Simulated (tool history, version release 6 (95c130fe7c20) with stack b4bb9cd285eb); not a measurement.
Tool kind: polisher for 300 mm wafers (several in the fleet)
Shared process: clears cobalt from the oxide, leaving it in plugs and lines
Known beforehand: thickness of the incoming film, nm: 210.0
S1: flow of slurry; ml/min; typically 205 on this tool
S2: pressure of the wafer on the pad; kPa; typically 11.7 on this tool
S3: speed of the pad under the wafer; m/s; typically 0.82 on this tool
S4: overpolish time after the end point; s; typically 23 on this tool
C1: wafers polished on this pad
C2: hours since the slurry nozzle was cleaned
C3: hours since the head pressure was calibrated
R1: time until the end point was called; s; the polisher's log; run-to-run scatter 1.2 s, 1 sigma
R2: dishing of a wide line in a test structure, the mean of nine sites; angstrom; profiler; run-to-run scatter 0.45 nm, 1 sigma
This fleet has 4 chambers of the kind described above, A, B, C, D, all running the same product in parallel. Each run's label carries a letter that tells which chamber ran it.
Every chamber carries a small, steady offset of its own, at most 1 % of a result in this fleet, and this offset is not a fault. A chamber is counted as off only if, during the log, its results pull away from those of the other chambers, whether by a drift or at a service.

run,day,S1,S2,S3,S4,C1,C2,C3,R1,R2
# day 0.008: chamber C: worn pad replaced by a new one
1C,0.346,205,11.7,0.82,23,78,58.5,324.7,64.812,377.49
# day 0.458: chamber C: head pressure recalibrated
2B,0.771,205,11.7,0.82,23,650,227.4,585.2,66.375,381.8
3A,1.154,205,11.7,0.82,23,867,46.9,653.8,66.021,388.41
4D,1.475,205,11.7,0.82,23,816,236.7,114.1,65.357,392.32
5B,1.833,205,11.7,0.82,23,897,252.9,610.7,63.905,380.29
# day 1.929: chamber B: worn pad replaced by a new one
# day 1.975: chamber D: worn pad replaced by a new one
6D,2.146,205,11.7,0.82,23,40,252.8,130.2,64.996,387.64
7C,2.517,205,11.7,0.82,23,585,110.6,49.5,65.657,386.1
# day 2.546: chamber A: worn pad replaced by a new one
8A,2.904,205,11.7,0.82,23,83,88.9,695.8,66.446,384.15
9D,3.129,205,11.7,0.82,23,269,276.4,153.8,66.427,383.68
10B,3.508,205,11.7,0.82,23,369,293.1,650.9,66.595,381.49
11A,3.721,205,11.7,0.82,23,274,108.5,715.4,65.81,376.23
12C,4.171,205,11.7,0.82,23,970,150.3,89.2,66.048,377.05
13D,4.392,205,11.7,0.82,23,564,306.7,184.1,66.068,383.47
14C,4.717,205,11.7,0.82,31,1098,163.4,102.3,66.055,421.71
# day 4.825: chamber C: worn pad replaced by a new one
15B,5.146,205,11.7,0.82,31,750,332.4,690.2,66.436,420.48
# day 5.421: chamber B: worn pad replaced by a new one
16A,5.467,205,11.7,0.82,31,681,150.4,757.3,65.758,422.55
17B,5.692,205,11.7,0.82,31,63,345.5,703.3,65.386,421.66
18A,5.962,245,10.3,0.82,23,796,162.3,769.2,71.411,372.86
19C,6.396,245,10.3,0.82,23,366,203.7,142.6,72.982,365.73
# day 6.625: chamber D: worn pad replaced by a new one
20D,6.779,245,10.3,0.82,23,36,364,241.4,71.838,365.66
21A,7.171,245,10.3,0.82,23,1078,191.3,798.2,73.312,364.55
# day 7.504: chamber B: slurry nozzle cleaned
22C,7.529,205,11.7,0.82,23,630,230.9,169.8,63.436,385.11
# day 7.746: chamber A: worn pad replaced by a new one
23D,7.808,205,11.7,0.82,23,276,388.7,266.1,65.21,381.47
24B,8.171,205,11.7,0.82,23,642,16.1,762.8,62.437,382.83
25C,8.4,205,11.7,0.82,23,833,251.8,190.7,64.422,382.05
26D,8.762,205,11.7,0.82,23,499,411.6,289,65.031,380.08
# day 8.979: chamber B: worn pad replaced by a new one
27A,9.167,205,11.7,0.82,23,332,239.2,846.1,64.149,372.07
28B,9.575,205,11.7,0.82,23,139,49.8,796.5,65.721,382.25
29C,9.838,205,11.7,0.82,23,1169,286.3,225.2,63.623,377.5
# day 9.892: chamber C: worn pad replaced by a new one
30B,10.304,205,11.7,0.82,23,309,67.3,814,66.57,380.74
31A,10.6,205,11.7,0.82,23,666,273.6,880.5,65.533,382.21
# day 10.829: chamber D: worn pad replaced by a new one
32D,10.896,205,11.7,0.82,23,15,462.8,340.2,64.13,382.82
33D,11.229,205,11.7,0.82,23,93,470.8,348.2,65.307,388.24
34B,11.508,205,11.7,0.82,23,590,96.2,842.9,65.119,382.69
35C,11.954,205,11.7,0.82,23,481,337.1,276,63.96,382.43

Has any chamber moved away from the others, gradually or after a service, or does the common gauge drift, or do the chambers differ only by their own small steady offsets? State the chamber and the most likely cause if one applies.

Nothing is wrong: each chamber keeps only its own small, steady offset and the gauge holds still.

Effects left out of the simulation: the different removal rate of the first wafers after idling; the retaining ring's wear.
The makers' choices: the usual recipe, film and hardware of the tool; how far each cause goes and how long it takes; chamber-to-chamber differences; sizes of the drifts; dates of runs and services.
